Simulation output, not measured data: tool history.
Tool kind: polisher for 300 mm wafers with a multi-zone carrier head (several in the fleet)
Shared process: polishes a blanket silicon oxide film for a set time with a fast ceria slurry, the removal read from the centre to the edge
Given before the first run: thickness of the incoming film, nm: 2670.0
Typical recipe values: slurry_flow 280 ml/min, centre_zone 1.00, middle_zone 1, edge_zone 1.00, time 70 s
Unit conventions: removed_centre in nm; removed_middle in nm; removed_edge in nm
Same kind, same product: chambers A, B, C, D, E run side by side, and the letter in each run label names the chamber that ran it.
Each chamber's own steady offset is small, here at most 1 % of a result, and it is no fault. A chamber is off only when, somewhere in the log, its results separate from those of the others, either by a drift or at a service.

run     day  slurry_flow  centre_zone  middle_zone  edge_zone  time  removed_centre  removed_middle  removed_edge
 1C   0.442          280         1.00            1       1.00    70         1029.90         1034.00       1031.40
      0.508  -- chamber A: worn pad replaced by a new one
      0.742  -- chamber E: worn pad replaced by a new one
 2A   0.871          280         1.00            1       1.00    70         1024.90          997.89       1022.10
 3E   1.133          280         1.00            1       1.00    70         1029.20         1026.30       1022.50
 4B   1.425          280         1.00            1       1.00    70         1032.70         1007.80       1029.90
 5D   1.821          280         1.00            1       1.00    70         1008.20         1019.60       1025.60
      2.192  -- chamber B: worn pad replaced by a new one
 6D   2.271          280         1.00            1       1.06    70         1034.10         1017.50       1063.70
      2.408  -- chamber E: centre zone pressure recalibrated
 7C   2.712          280         1.00            1       1.06    70         1003.50         1040.20       1059.50
 8E   3.038          280         1.00            1       1.06    70         1026.70         1011.40       1049.20
      3.242  -- chamber C: worn pad replaced by a new one
      3.308  -- chamber D: worn pad replaced by a new one
 9B   3.329          280         1.00            1       1.06    70         1023.90         1043.40       1050.50
10A   3.683          280         1.00            1       1.06    70         1047.00         1024.70       1034.10
11D   4.038          280         1.00            1       1.00    70         1026.90         1012.10       1020.10
12A   4.492          280         1.00            1       1.00    70         1031.80         1027.20       1009.10
13B   4.700          280         1.00            1       1.00    70         1031.70         1008.70       1025.40
      4.821  -- chamber D: slurry nozzle cleaned
      4.888  -- chamber B: slurry nozzle cleaned
14E   4.921          280         1.00            1       1.08    54          788.20          781.10        814.03
15C   5.192          280         1.00            1       1.08    54          789.01          788.36        823.57
      5.408  -- chamber B: worn pad replaced by a new one
16E   5.604          280         1.00            1       1.08    54          799.87          775.73        806.88
      5.692  -- chamber A: slurry nozzle cleaned
17B   6.017          280         1.00            1       1.08    54          784.97          794.20        821.77
      6.329  -- chamber E: worn pad replaced by a new one
18C   6.354          280         1.00            1       1.08    54          786.32          783.07        824.44
      6.442  -- chamber A: worn pad replaced by a new one
19A   6.583          280         1.00            1       1.00    70         1020.50         1039.10       1022.80
20D   6.846          280         1.00            1       1.00    70         1011.30         1013.00       1030.40
      6.996  -- chamber D: worn pad replaced by a new one
21A   7.125          280         1.00            1       1.00    70         1005.00         1023.40       1011.10
22C   7.538          210         1.00            1       1.00    88         1217.60         1247.80       1275.10
23E   7.875          210         1.00            1       1.00    88         1223.60         1240.90       1234.00
24B   8.158          210         1.00            1       1.00    88         1252.90         1263.50       1260.10
25D   8.579          210         1.00            1       1.00    88         1235.30         1255.50       1271.50
      8.654  -- chamber B: worn pad replaced by a new one
26B   8.788          210         1.00            1       1.00    88         1243.70         1262.90       1279.00
27A   9.058          280         1.00            1       1.00    70         1030.90         1037.30       1022.30
28E   9.496          280         1.00            1       1.00    70         1022.50         1011.50       1011.70
29C   9.725          280         1.05            1       0.95    70         1080.40         1022.00       1004.40
30D  10.029          280         1.05            1       0.95    70         1106.10         1027.00       1001.20
31B  10.467          280         1.05            1       0.95    70         1080.30         1012.70       1008.30
     10.583  -- chamber D: worn pad replaced by a new one
32C  10.758          280         1.05            1       0.95    70         1083.10         1026.70        982.66
     11.088  -- chamber C: worn pad replaced by a new one
33A  11.133          280         1.05            1       0.95    70         1070.20         1008.30        979.46
     11.371  -- chamber E: worn pad replaced by a new one
34E  11.567          280         1.05            1       1.11    70         1067.40         1021.90       1089.90
     11.700  -- chamber A: worn pad replaced by a new one
35D  11.908          280         1.05            1       1.11    70         1091.40         1020.90       1087.20
36D  12.192          280         1.05            1       1.11    70         1072.90         1023.80       1081.00
     12.412  -- chamber A: centre zone pressure recalibrated
     12.458  -- chamber E: slurry nozzle cleaned
     12.592  -- chamber B: worn pad replaced by a new one
37C  12.658          280         1.05            1       1.11    70         1068.50         1001.60       1095.70
38E  13.083          280         1.05            1       1.11    70         1086.40         1024.80       1083.50
39B  13.283          280         1.00            1       1.00    70         1025.10         1002.90       1032.50
40A  13.533          280         1.00            1       1.00    70         1019.90         1046.30       1008.20
41E  13.742          280         1.00            1       1.00    70         1017.30         1038.60       1021.80
42A  14.142          280         1.00            1       1.00    70         1028.80         1010.60       1013.20
43C  14.442          280         1.00            1       1.00    70         1043.20         1029.70       1017.80

Next, all 5 chambers run the settings below, one line each with question marks for the results. What does each chamber give?
44A  14.771          280         0.89            1       1.00    70               ?               ?             ?
44B  14.771          280         0.89            1       1.00    70               ?               ?             ?
44C  14.771          280         0.89            1       1.00    70               ?               ?             ?
44D  14.771          280         0.89            1       1.00    70               ?               ?             ?
44E  14.771          280         0.89            1       1.00    70               ?               ?             ?

run  removed_centre  removed_middle  removed_edge
44A          901.82         1007.20       1016.10
44B          907.10         1027.40       1036.30
44C          894.25         1032.50       1013.70
44D          896.79         1021.80       1031.90
44E          896.13         1015.90       1007.90

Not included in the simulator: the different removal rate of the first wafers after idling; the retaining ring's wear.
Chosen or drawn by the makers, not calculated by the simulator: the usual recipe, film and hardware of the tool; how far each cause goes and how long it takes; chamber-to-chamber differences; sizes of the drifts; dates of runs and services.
